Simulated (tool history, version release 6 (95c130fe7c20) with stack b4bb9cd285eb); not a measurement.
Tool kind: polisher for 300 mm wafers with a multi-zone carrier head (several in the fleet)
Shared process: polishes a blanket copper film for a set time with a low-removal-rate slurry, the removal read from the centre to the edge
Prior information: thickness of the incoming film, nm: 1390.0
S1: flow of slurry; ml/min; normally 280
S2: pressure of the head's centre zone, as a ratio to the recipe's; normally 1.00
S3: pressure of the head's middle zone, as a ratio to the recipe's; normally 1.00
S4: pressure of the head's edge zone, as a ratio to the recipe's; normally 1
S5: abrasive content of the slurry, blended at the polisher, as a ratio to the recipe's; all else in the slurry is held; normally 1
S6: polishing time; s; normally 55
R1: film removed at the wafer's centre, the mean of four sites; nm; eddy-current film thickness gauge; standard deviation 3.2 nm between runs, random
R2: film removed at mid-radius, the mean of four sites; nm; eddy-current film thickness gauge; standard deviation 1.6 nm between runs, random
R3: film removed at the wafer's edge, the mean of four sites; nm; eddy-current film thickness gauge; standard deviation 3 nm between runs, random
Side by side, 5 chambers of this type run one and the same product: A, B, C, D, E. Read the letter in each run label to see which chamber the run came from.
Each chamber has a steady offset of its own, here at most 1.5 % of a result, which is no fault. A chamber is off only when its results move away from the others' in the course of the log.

run 1C hour=5.7 | S1=280 S2=1.00 S3=1.00 S4=1 S5=1 S6=55 | R1=245.84 R2=244.85 R3=243.52
-- hour=11.0 chamber A: worn pad replaced by a new one
run 2E hour=15.9 | S1=280 S2=1.00 S3=1.00 S4=1 S5=1 S6=55 | R1=242.10 R2=241.40 R3=240.91
run 3A hour=22.3 | S1=280 S2=1.00 S3=1.00 S4=1 S5=1 S6=55 | R1=242.05 R2=239.98 R3=244.50
-- hour=28.0 chamber D: worn pad replaced by a new one
run 4B hour=28.0 | S1=280 S2=1.00 S3=1.00 S4=1 S5=1 S6=55 | R1=240.30 R2=246.57 R3=242.47
run 5D hour=33.9 | S1=280 S2=1.00 S3=1.00 S4=1 S5=1 S6=55 | R1=245.29 R2=245.87 R3=244.79
run 6A hour=39.3 | S1=280 S2=1.00 S3=1.00 S4=1 S5=1 S6=55 | R1=240.80 R2=243.69 R3=249.53
run 7B hour=46.1 | S1=280 S2=1.00 S3=1.00 S4=1 S5=1 S6=55 | R1=245.51 R2=242.42 R3=241.80
-- hour=48.3 chamber E: slurry nozzle cleaned
-- hour=51.6 chamber C: worn pad replaced by a new one
-- hour=55.4 chamber E: worn pad replaced by a new one
run 8D hour=56.7 | S1=280 S2=1.00 S3=1.00 S4=1 S5=1 S6=55 | R1=249.36 R2=242.53 R3=244.14
run 9E hour=62.5 | S1=280 S2=1.00 S3=1.00 S4=1 S5=1 S6=55 | R1=240.95 R2=243.17 R3=241.85
run 10C hour=73.2 | S1=280 S2=1.00 S3=1.00 S4=1 S5=1 S6=55 | R1=243.90 R2=243.20 R3=246.37
run 11A hour=83.6 | S1=280 S2=1.00 S3=1.00 S4=1 S5=1 S6=55 | R1=237.95 R2=242.81 R3=242.97
run 12B hour=93.7 | S1=280 S2=1.00 S3=1.00 S4=1 S5=1 S6=55 | R1=246.63 R2=243.90 R3=245.75
run 13D hour=99.5 | S1=280 S2=1.00 S3=1.00 S4=1 S5=1 S6=55 | R1=249.29 R2=248.38 R3=247.19
-- hour=100.8 chamber C: worn pad replaced by a new one
-- hour=105.1 chamber E: worn pad replaced by a new one
run 14E hour=108.4 | S1=280 S2=1.00 S3=1.00 S4=1 S5=1 S6=55 | R1=239.09 R2=244.51 R3=239.03
-- hour=113.1 chamber A: worn pad replaced by a new one
run 15C hour=115.6 | S1=280 S2=1.00 S3=1.00 S4=1 S5=1 S6=55 | R1=245.35 R2=243.65 R3=241.73
-- hour=121.0 chamber D: worn pad replaced by a new one
run 16B hour=123.3 | S1=280 S2=1.00 S3=1.00 S4=1 S5=1 S6=55 | R1=235.83 R2=243.00 R3=237.83
run 17E hour=132.6 | S1=280 S2=1.00 S3=1.00 S4=1 S5=1 S6=55 | R1=238.49 R2=240.63 R3=245.91
run 18C hour=140.3 | S1=280 S2=1.00 S3=1.00 S4=1 S5=1 S6=55 | R1=243.28 R2=244.94 R3=248.45
run 19A hour=149.2 | S1=280 S2=1.00 S3=0.89 S4=1 S5=1 S6=55 | R1=243.20 R2=218.86 R3=240.48
-- hour=152.3 chamber C: worn pad replaced by a new one
run 20D hour=159.2 | S1=280 S2=1.00 S3=0.89 S4=1 S5=1 S6=55 | R1=247.58 R2=222.00 R3=245.28
-- hour=161.6 chamber D: edge zone pressure recalibrated
-- hour=163.8 chamber A: slurry nozzle cleaned
-- hour=164.5 chamber B: slurry nozzle cleaned
run 21B hour=167.9 | S1=280 S2=1.00 S3=0.89 S4=1 S5=1 S6=55 | R1=235.60 R2=212.28 R3=234.81
-- hour=170.9 chamber E: worn pad replaced by a new one
run 22D hour=173.6 | S1=280 S2=1.00 S3=0.89 S4=1 S5=1 S6=55 | R1=246.48 R2=221.52 R3=242.59
run 23E hour=179.7 | S1=280 S2=1.00 S3=0.89 S4=1 S5=1 S6=55 | R1=242.19 R2=217.71 R3=243.42
run 24A hour=189.4 | S1=280 S2=1.00 S3=1.00 S4=1 S5=1 S6=55 | R1=243.20 R2=241.45 R3=245.53
run 25C hour=195.8 | S1=280 S2=1.00 S3=1.00 S4=1 S5=1 S6=55 | R1=241.74 R2=244.24 R3=242.30
run 26D hour=201.8 | S1=280 S2=1.00 S3=1.00 S4=1 S5=1 S6=55 | R1=249.34 R2=243.76 R3=242.73
-- hour=210.6 chamber C: worn pad replaced by a new one
run 27A hour=212.4 | S1=240 S2=0.95 S3=1.00 S4=1 S5=1 S6=55 | R1=224.09 R2=239.10 R3=244.00
-- hour=214.4 chamber D: worn pad replaced by a new one
run 28B hour=223.1 | S1=240 S2=0.95 S3=1.00 S4=1 S5=1 S6=55 | R1=212.50 R2=223.06 R3=224.65
-- hour=225.5 chamber E: worn pad replaced by a new one
run 29C hour=228.1 | S1=240 S2=0.95 S3=1.00 S4=1 S5=1 S6=55 | R1=224.48 R2=239.62 R3=242.19
-- hour=229.6 chamber A: worn pad replaced by a new one
run 30E hour=233.3 | S1=240 S2=0.95 S3=1.00 S4=1 S5=1 S6=55 | R1=220.00 R2=237.88 R3=241.20
run 31A hour=238.3 | S1=240 S2=0.95 S3=1.00 S4=1 S5=1 S6=55 | R1=228.61 R2=240.40 R3=240.25
run 32D hour=246.3 | S1=280 S2=1.00 S3=1.00 S4=1 S5=1 S6=55 | R1=249.08 R2=243.60 R3=245.31
run 33B hour=256.6 | S1=280 S2=1.00 S3=1.00 S4=1 S5=1 S6=55 | R1=222.37 R2=226.63 R3=219.98
-- hour=260.2 chamber C: worn pad replaced by a new one
run 34E hour=262.5 | S1=280 S2=0.89 S3=1.00 S4=1 S5=1 S6=55 | R1=212.43 R2=240.11 R3=238.33
-- hour=267.1 chamber B: edge zone pressure recalibrated
run 35C hour=270.3 | S1=280 S2=0.89 S3=1.00 S4=1 S5=1 S6=55 | R1=214.68 R2=244.68 R3=250.70
run 36A hour=280.1 | S1=280 S2=0.89 S3=1.00 S4=1 S5=1 S6=55 | R1=210.76 R2=243.61 R3=245.31
run 37B hour=289.0 | S1=280 S2=0.89 S3=1.00 S4=1 S5=1 S6=55 | R1=189.89 R2=216.82 R3=219.60

Does one chamber stand apart from the rest, does the shared gauge drift, or is all well apart from small per-chamber offsets? Give the chamber and the most likely cause, where there is one.

It is chamber B that slowly wanders off from its peers.
Most likely cause: removal rate lost through wear of the pad, % = 10.8.

Below are 4 candidate recipes for chamber B's next run, each the usual settings with a change, their results shown as question marks. Which of them brings B's results back in line with what the other chambers give on the usual settings?
Counts as in line when no further than this from what the other chambers average on the usual settings: R1 11.00 nm; R2 5.60 nm; R3 10.00 nm
run 38B-1 hour=296.8 | S1=280 S2=1.00 S3=1.00 S4=1.00 S5=1 S6=53 | R1=? R2=? R3=?
run 38B-2 hour=296.8 | S1=280 S2=1.00 S3=1.00 S4=0.99 S5=1 S6=50 | R1=? R2=? R3=?
run 38B-3 hour=296.8 | S1=280 S2=1.00 S3=1.00 S4=1.01 S5=1 S6=61 | R1=? R2=? R3=?
run 38B-4 hour=296.8 | S1=280 S2=1.00 S3=1.00 S4=1.00 S5=1 S6=57 | R1=? R2=? R3=?

Other chambers, usual settings, mean: R1 242.45 nm; R2 242.88 nm; R3 243.37 nm
run=38B-1 R1=211.63 R2=211.07 R3=211.50
run=38B-2 R1=199.65 R2=199.13 R3=198.46
run=38B-3 R1=243.58 R2=242.93 R3=244.72
run=38B-4 R1=227.61 R2=227.00 R3=227.46
38B-3 brings the chamber back in line.
